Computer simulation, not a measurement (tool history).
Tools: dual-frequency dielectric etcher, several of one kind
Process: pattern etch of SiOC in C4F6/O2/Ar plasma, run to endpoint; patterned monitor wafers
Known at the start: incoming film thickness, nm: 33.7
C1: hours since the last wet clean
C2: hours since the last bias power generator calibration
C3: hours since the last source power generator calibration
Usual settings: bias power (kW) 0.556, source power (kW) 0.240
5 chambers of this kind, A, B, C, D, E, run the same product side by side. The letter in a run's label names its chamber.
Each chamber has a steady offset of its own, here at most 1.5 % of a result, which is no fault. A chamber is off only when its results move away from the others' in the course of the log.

Run 1D, hour 3.7: usual settings; C1 108.5; C2 3100.2; C3 3909.2. Result: endpoint time (s) 13.255.
Run 2A, hour 8.0: usual settings; C1 312.2; C2 1380.2; C3 986.4. Result: endpoint time (s) 13.046.
Run 3C, hour 11.9: usual settings; C1 368.3; C2 3327.5; C3 2323.2. Result: endpoint time (s) 13.145.
Run 4E, hour 16.4: usual settings; C1 511.6; C2 1240.1; C3 1610.0. Result: endpoint time (s) 12.950.
Run 5B, hour 19.7: usual settings; C1 344.8; C2 3423.9; C3 886.9. Result: endpoint time (s) 13.056.
Run 6A, hour 22.8: usual settings; C1 327.0; C2 1395.0; C3 1001.2. Result: endpoint time (s) 13.003.
Run 7B, hour 27.4: usual settings; C1 352.5; C2 3431.6; C3 894.6. Result: endpoint time (s) 13.014.
Run 8D, hour 31.5: usual settings; C1 136.3; C2 3128.0; C3 3937.0. Result: endpoint time (s) 13.231.
Run 9E, hour 34.5: usual settings; C1 529.7; C2 1258.2; C3 1628.1. Result: endpoint time (s) 13.032.
Run 10C, hour 38.9: usual settings but source power (kW) 0.300; C1 395.3; C2 3354.5; C3 2350.2. Result: endpoint time (s) 12.113.
Run 11B, hour 43.8: usual settings but source power (kW) 0.300; C1 368.9; C2 3448.0; C3 911.0. Result: endpoint time (s) 11.910.
Run 12A, hour 46.8: usual settings but source power (kW) 0.300; C1 351.0; C2 1419.0; C3 1025.2. Result: endpoint time (s) 12.056.
Run 13E, hour 50.1: usual settings but source power (kW) 0.300; C1 545.3; C2 1273.8; C3 1643.7. Result: endpoint time (s) 12.015.
Run 14D, hour 53.3: usual settings but source power (kW) 0.300; C1 158.1; C2 3149.8; C3 3958.8. Result: endpoint time (s) 12.239.
Run 15C, hour 57.9: usual settings; C1 414.3; C2 3373.5; C3 2369.2. Result: endpoint time (s) 13.046.
At hour 60.7: chamber E: wet clean of the chamber.
Run 16A, hour 61.5: usual settings; C1 365.7; C2 1433.7; C3 1039.9. Result: endpoint time (s) 13.049.
At hour 66.6: chamber C: wet clean of the chamber.
Run 17C, hour 66.8: usual settings; C1 0.3; C2 3382.4; C3 2378.1. Result: endpoint time (s) 13.027.
Run 18E, hour 69.2: usual settings; C1 8.5; C2 1292.9; C3 1662.8. Result: endpoint time (s) 12.481.
Run 19B, hour 74.3: usual settings; C1 399.4; C2 3478.5; C3 941.5. Result: endpoint time (s) 13.044.
Run 20D, hour 78.0: usual settings; C1 182.8; C2 3174.5; C3 3983.5. Result: endpoint time (s) 13.271.
Run 21A, hour 82.5: usual settings; C1 386.7; C2 1454.7; C3 1060.9. Result: endpoint time (s) 13.098.
Run 22E, hour 86.0: usual settings; C1 25.3; C2 1309.7; C3 1679.6. Result: endpoint time (s) 12.551.
Run 23B, hour 90.4: usual settings; C1 415.5; C2 3494.6; C3 957.6. Result: endpoint time (s) 12.931.
Run 24D, hour 94.5: usual settings; C1 199.3; C2 3191.0; C3 4000.0. Result: endpoint time (s) 13.156.
Run 25C, hour 97.0: usual settings but bias power (kW) 0.659; C1 30.5; C2 3412.6; C3 2408.3. Result: endpoint time (s) 12.291.
At hour 97.4: chamber D: bias power generator calibrated.
Run 26D, hour 100.6: usual settings but bias power (kW) 0.659; C1 205.4; C2 3.2; C3 4006.1. Result: endpoint time (s) 12.338.
Run 27B, hour 103.5: usual settings but bias power (kW) 0.659; C1 428.6; C2 3507.7; C3 970.7. Result: endpoint time (s) 12.005.
Run 28E, hour 107.1: usual settings but bias power (kW) 0.659; C1 46.4; C2 1330.8; C3 1700.7. Result: endpoint time (s) 11.693.
Run 29A, hour 111.4: usual settings but bias power (kW) 0.659; C1 415.6; C2 1483.6; C3 1089.8. Result: endpoint time (s) 12.283.
Run 30C, hour 115.1: usual settings but source power (kW) 0.190; C1 48.6; C2 3430.7; C3 2426.4. Result: endpoint time (s) 14.306.
Run 31D, hour 119.6: usual settings but source power (kW) 0.190; C1 224.4; C2 22.2; C3 4025.1. Result: endpoint time (s) 14.399.
Run 32B, hour 123.3: usual settings but source power (kW) 0.190; C1 448.4; C2 3527.5; C3 990.5. Result: endpoint time (s) 14.169.
Run 33C, hour 126.5: usual settings but source power (kW) 0.190; C1 60.0; C2 3442.1; C3 2437.8. Result: endpoint time (s) 14.222.
Run 34E, hour 131.2: usual settings but source power (kW) 0.190; C1 70.5; C2 1354.9; C3 1724.8. Result: endpoint time (s) 13.569.
Run 35A, hour 136.5: usual settings but bias power (kW) 0.486; C1 440.7; C2 1508.7; C3 1114.9. Result: endpoint time (s) 13.811.
Run 36D, hour 139.4: usual settings but bias power (kW) 0.486; C1 244.2; C2 42.0; C3 4044.9. Result: endpoint time (s) 13.831.
Run 37B, hour 141.9: usual settings but bias power (kW) 0.486; C1 467.0; C2 3546.1; C3 1009.1. Result: endpoint time (s) 13.701.
Run 38A, hour 147.2: usual settings but bias power (kW) 0.486; C1 451.4; C2 1519.4; C3 1125.6. Result: endpoint time (s) 13.775.
Run 39E, hour 150.6: usual settings but bias power (kW) 0.486; C1 89.9; C2 1374.3; C3 1744.2. Result: endpoint time (s) 13.066.

Next, every chamber runs the same settings. What will each give?
Run 40A, hour 154.4: usual settings but source power (kW) 0.280. Result: endpoint time (s) ?.
Run 40B, hour 154.4: usual settings but source power (kW) 0.280. Result: endpoint time (s) ?.
Run 40C, hour 154.4: usual settings but source power (kW) 0.280. Result: endpoint time (s) ?.
Run 40D, hour 154.4: usual settings but source power (kW) 0.280. Result: endpoint time (s) ?.
Run 40E, hour 154.4: usual settings but source power (kW) 0.280. Result: endpoint time (s) ?.

run  endpoint time (s)
40A             12.343
40B             12.266
40C             12.381
40D             12.447
40E             11.753
